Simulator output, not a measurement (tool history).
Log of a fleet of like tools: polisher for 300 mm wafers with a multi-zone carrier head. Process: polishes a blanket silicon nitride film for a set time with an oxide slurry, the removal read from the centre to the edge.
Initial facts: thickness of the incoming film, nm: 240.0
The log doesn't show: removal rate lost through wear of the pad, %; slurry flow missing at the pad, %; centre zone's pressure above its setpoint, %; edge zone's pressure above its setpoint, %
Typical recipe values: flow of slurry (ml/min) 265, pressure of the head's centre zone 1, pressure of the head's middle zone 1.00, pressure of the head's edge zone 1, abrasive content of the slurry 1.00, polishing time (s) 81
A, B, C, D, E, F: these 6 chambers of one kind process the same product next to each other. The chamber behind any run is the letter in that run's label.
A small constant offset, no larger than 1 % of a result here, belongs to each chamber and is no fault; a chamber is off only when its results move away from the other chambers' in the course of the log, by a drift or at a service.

| run | hour | flow of slurry (ml/min) | pressure of the head's centre zone | pressure of the head's middle zone | pressure of the head's edge zone | abrasive content of the slurry | polishing time (s) | wafers polished on this pad | hours since the slurry nozzle was cleaned | hours since the centre zone pressure was calibrated | hours since the edge zone pressure was calibrated | film removed at the wafer's centre (angstrom) | film removed at mid-radius (angstrom) | film removed at the wafer's edge (angstrom) |
|---|---|---|---|---|---|---|---|---|---|---|---|---|---|---|
|  | 4.6 | chamber E: worn pad replaced by a new one |
|  | 6.0 | chamber C: worn pad replaced by a new one |
| 1E | 12.7 | 265 | 1 | 1.00 | 1 | 1.00 | 81 | 103 | 400.0 | 428.9 | 99.6 | 408.39 | 410.40 | 418.37 |
|  | 14.0 | chamber A: worn pad replaced by a new one |
|  | 22.5 | chamber D: worn pad replaced by a new one |
| 2F | 23.6 | 265 | 1 | 1.00 | 1 | 1.00 | 81 | 391 | 588.5 | 540.4 | 1197.0 | 404.88 | 407.90 | 399.78 |
|  | 27.5 | chamber C: slurry nozzle cleaned |
| 3B | 31.9 | 265 | 1 | 1.00 | 1 | 1.00 | 81 | 992 | 367.3 | 717.9 | 443.4 | 410.52 | 404.25 | 408.33 |
|  | 34.2 | chamber D: centre zone pressure recalibrated |
| 4D | 39.2 | 265 | 1 | 1.00 | 1 | 1.00 | 81 | 211 | 383.8 | 5.1 | 640.0 | 412.55 | 406.50 | 402.42 |
| 5C | 46.2 | 265 | 1 | 1.00 | 1 | 1.00 | 81 | 506 | 18.8 | 856.2 | 1260.4 | 403.78 | 398.93 | 411.19 |
| 6A | 52.6 | 265 | 1 | 1.00 | 1 | 1.00 | 81 | 486 | 101.8 | 104.5 | 60.1 | 408.00 | 400.82 | 397.49 |
| 7A | 63.2 | 265 | 1 | 1.00 | 1 | 1.00 | 81 | 619 | 112.4 | 115.1 | 70.7 | 408.96 | 407.17 | 410.03 |
|  | 66.3 | chamber E: slurry nozzle cleaned |
| 8F | 72.3 | 265 | 1 | 1.00 | 1 | 1.00 | 81 | 1004 | 637.2 | 589.1 | 1245.7 | 401.55 | 417.94 | 409.06 |
| 9D | 80.4 | 265 | 1 | 1.00 | 1 | 1.00 | 81 | 729 | 425.0 | 46.3 | 681.2 | 405.78 | 409.19 | 402.55 |
|  | 85.2 | chamber F: worn pad replaced by a new one |
|  | 88.1 | chamber C: worn pad replaced by a new one |
|  | 88.7 | chamber D: worn pad replaced by a new one |
|  | 88.8 | chamber E: worn pad replaced by a new one |
| 10B | 90.1 | 265 | 1 | 1.00 | 1 | 1.00 | 81 | 1725 | 425.5 | 776.1 | 501.6 | 413.58 | 410.64 | 401.23 |
|  | 91.0 | chamber A: worn pad replaced by a new one |
| 11E | 104.0 | 265 | 1 | 0.95 | 1 | 0.85 | 81 | 192 | 37.8 | 520.2 | 190.9 | 381.19 | 358.64 | 387.71 |
|  | 108.0 | chamber C: centre zone pressure recalibrated |
| 12C | 116.1 | 265 | 1 | 0.95 | 1 | 0.85 | 81 | 353 | 88.7 | 8.1 | 1330.3 | 374.00 | 350.57 | 376.69 |
| 13D | 127.0 | 265 | 1 | 0.95 | 1 | 0.85 | 81 | 482 | 471.6 | 92.9 | 727.8 | 376.60 | 370.31 | 376.09 |
| 14C | 134.8 | 265 | 1 | 0.95 | 1 | 0.85 | 81 | 588 | 107.4 | 26.8 | 1349.0 | 381.94 | 366.01 | 380.43 |
| 15B | 141.9 | 265 | 1 | 0.95 | 1 | 0.85 | 81 | 2377 | 477.3 | 827.9 | 553.4 | 372.50 | 354.47 | 365.37 |
| 16A | 150.6 | 265 | 1 | 0.95 | 1 | 0.85 | 81 | 750 | 199.8 | 202.5 | 158.1 | 379.35 | 354.60 | 375.02 |
|  | 158.8 | chamber F: worn pad replaced by a new one |
| 17E | 163.1 | 265 | 1 | 0.95 | 1 | 1.25 | 81 | 935 | 96.9 | 579.3 | 250.0 | 437.42 | 439.42 | 437.59 |
|  | 163.5 | chamber B: slurry nozzle cleaned |
|  | 165.7 | chamber D: worn pad replaced by a new one |
|  | 167.4 | chamber E: worn pad replaced by a new one |
|  | 172.3 | chamber C: worn pad replaced by a new one |
| 18F | 176.0 | 265 | 1 | 0.95 | 1 | 1.25 | 81 | 216 | 740.9 | 692.8 | 1349.4 | 444.18 | 428.35 | 442.12 |
|  | 176.6 | chamber A: worn pad replaced by a new one |
|  | 177.8 | chamber C: edge zone pressure recalibrated |
| 19D | 186.6 | 265 | 1 | 0.95 | 1 | 1.25 | 81 | 264 | 531.2 | 152.5 | 787.4 | 455.40 | 430.92 | 451.16 |
| 20C | 194.8 | 265 | 1 | 0.95 | 1 | 1.25 | 81 | 284 | 167.4 | 86.8 | 17.1 | 444.05 | 425.40 | 449.11 |
|  | 201.8 | chamber F: slurry nozzle cleaned |
| 21A | 202.6 | 265 | 1 | 0.95 | 1 | 1.25 | 81 | 327 | 251.8 | 254.5 | 210.1 | 449.03 | 432.66 | 451.54 |
| 22B | 211.1 | 265 | 1 | 0.95 | 1 | 1.25 | 81 | 3248 | 47.7 | 897.1 | 622.6 | 436.23 | 396.38 | 427.10 |
| 23E | 222.1 | 265 | 1 | 1.00 | 1 | 1.00 | 81 | 689 | 155.9 | 638.3 | 309.0 | 401.69 | 408.20 | 409.87 |
| 24F | 232.8 | 265 | 1 | 1.00 | 1 | 1.00 | 81 | 931 | 31.1 | 749.6 | 1406.2 | 410.55 | 410.36 | 405.89 |
|  | 234.8 | chamber F: worn pad replaced by a new one |
|  | 240.6 | chamber D: edge zone pressure recalibrated |
|  | 242.2 | chamber E: worn pad replaced by a new one |
|  | 243.1 | chamber A: worn pad replaced by a new one |
| 25D | 246.1 | 265 | 1 | 1.00 | 1 | 1.00 | 81 | 1012 | 590.7 | 212.0 | 5.6 | 406.40 | 406.83 | 404.33 |
|  | 247.3 | chamber C: worn pad replaced by a new one |
|  | 250.3 | chamber D: worn pad replaced by a new one |
| 26E | 260.2 | 265 | 1 | 1.00 | 1 | 1.00 | 81 | 227 | 194.0 | 676.4 | 347.1 | 397.48 | 408.15 | 402.46 |
| 27A | 269.5 | 265 | 1 | 1.00 | 1 | 1.00 | 81 | 333 | 318.7 | 321.4 | 277.0 | 414.34 | 404.69 | 401.46 |
|  | 278.3 | chamber D: slurry nozzle cleaned |
| 28F | 282.9 | 265 | 1 | 1.00 | 1 | 1.00 | 81 | 605 | 81.2 | 799.7 | 1456.3 | 411.19 | 408.16 | 407.67 |
| 29B | 296.5 | 265 | 1 | 1.00 | 1 | 1.00 | 81 | 4323 | 133.1 | 982.5 | 708.0 | 369.53 | 373.91 | 375.02 |
|  | 310.8 | chamber A: worn pad replaced by a new one |
| 30C | 310.9 | 265 | 1 | 1.00 | 1 | 1.00 | 81 | 800 | 283.5 | 202.9 | 133.2 | 405.88 | 402.28 | 410.82 |
|  | 319.5 | chamber D: worn pad replaced by a new one |
|  | 319.6 | chamber F: worn pad replaced by a new one |
|  | 321.1 | chamber C: slurry nozzle cleaned |
| 31C | 321.7 | 265 | 1 | 1.00 | 1 | 1.00 | 81 | 936 | 0.7 | 213.7 | 144.0 | 404.22 | 408.60 | 412.74 |
|  | 324.0 | chamber E: worn pad replaced by a new one |
| 32D | 329.1 | 265 | 1 | 1.00 | 1 | 1.00 | 81 | 121 | 50.9 | 295.0 | 88.6 | 409.45 | 418.91 | 398.75 |
|  | 335.1 | chamber F: edge zone pressure recalibrated |
| 33F | 341.8 | 265 | 1 | 1.00 | 1 | 1.00 | 81 | 280 | 140.1 | 858.6 | 6.8 | 406.58 | 413.59 | 413.42 |
| 34A | 354.3 | 265 | 1 | 1.09 | 1 | 1.00 | 81 | 548 | 403.5 | 406.2 | 361.8 | 414.63 | 443.69 | 402.55 |
| 35E | 367.0 | 265 | 1 | 1.09 | 1 | 1.00 | 81 | 541 | 300.8 | 783.2 | 453.9 | 410.55 | 439.52 | 402.91 |
| 36B | 380.6 | 265 | 1 | 1.09 | 1 | 1.00 | 81 | 5381 | 217.2 | 1066.6 | 792.1 | 352.40 | 383.89 | 356.96 |

All chambers now run identical settings, listed one chamber a line with results as question marks. What results will each chamber show?
| 37A | 390.9 | 265 | 1 | 1.00 | 1 | 1.00 | 81 |  |  |  |  | ? | ? | ? |
| 37B | 390.9 | 265 | 1 | 1.00 | 1 | 1.00 | 81 |  |  |  |  | ? | ? | ? |
| 37C | 390.9 | 265 | 1 | 1.00 | 1 | 1.00 | 81 |  |  |  |  | ? | ? | ? |
| 37D | 390.9 | 265 | 1 | 1.00 | 1 | 1.00 | 81 |  |  |  |  | ? | ? | ? |
| 37E | 390.9 | 265 | 1 | 1.00 | 1 | 1.00 | 81 |  |  |  |  | ? | ? | ? |
| 37F | 390.9 | 265 | 1 | 1.00 | 1 | 1.00 | 81 |  |  |  |  | ? | ? | ? |

| run | film removed at the wafer's centre (angstrom) | film removed at mid-radius (angstrom) | film removed at the wafer's edge (angstrom) |
|---|---|---|---|
| 37A | 401.05 | 401.80 | 410.18 |
| 37B | 356.97 | 352.36 | 347.90 |
| 37C | 417.56 | 407.53 | 410.49 |
| 37D | 404.44 | 411.65 | 395.29 |
| 37E | 397.71 | 403.14 | 409.77 |
| 37F | 410.96 | 420.23 | 400.95 |
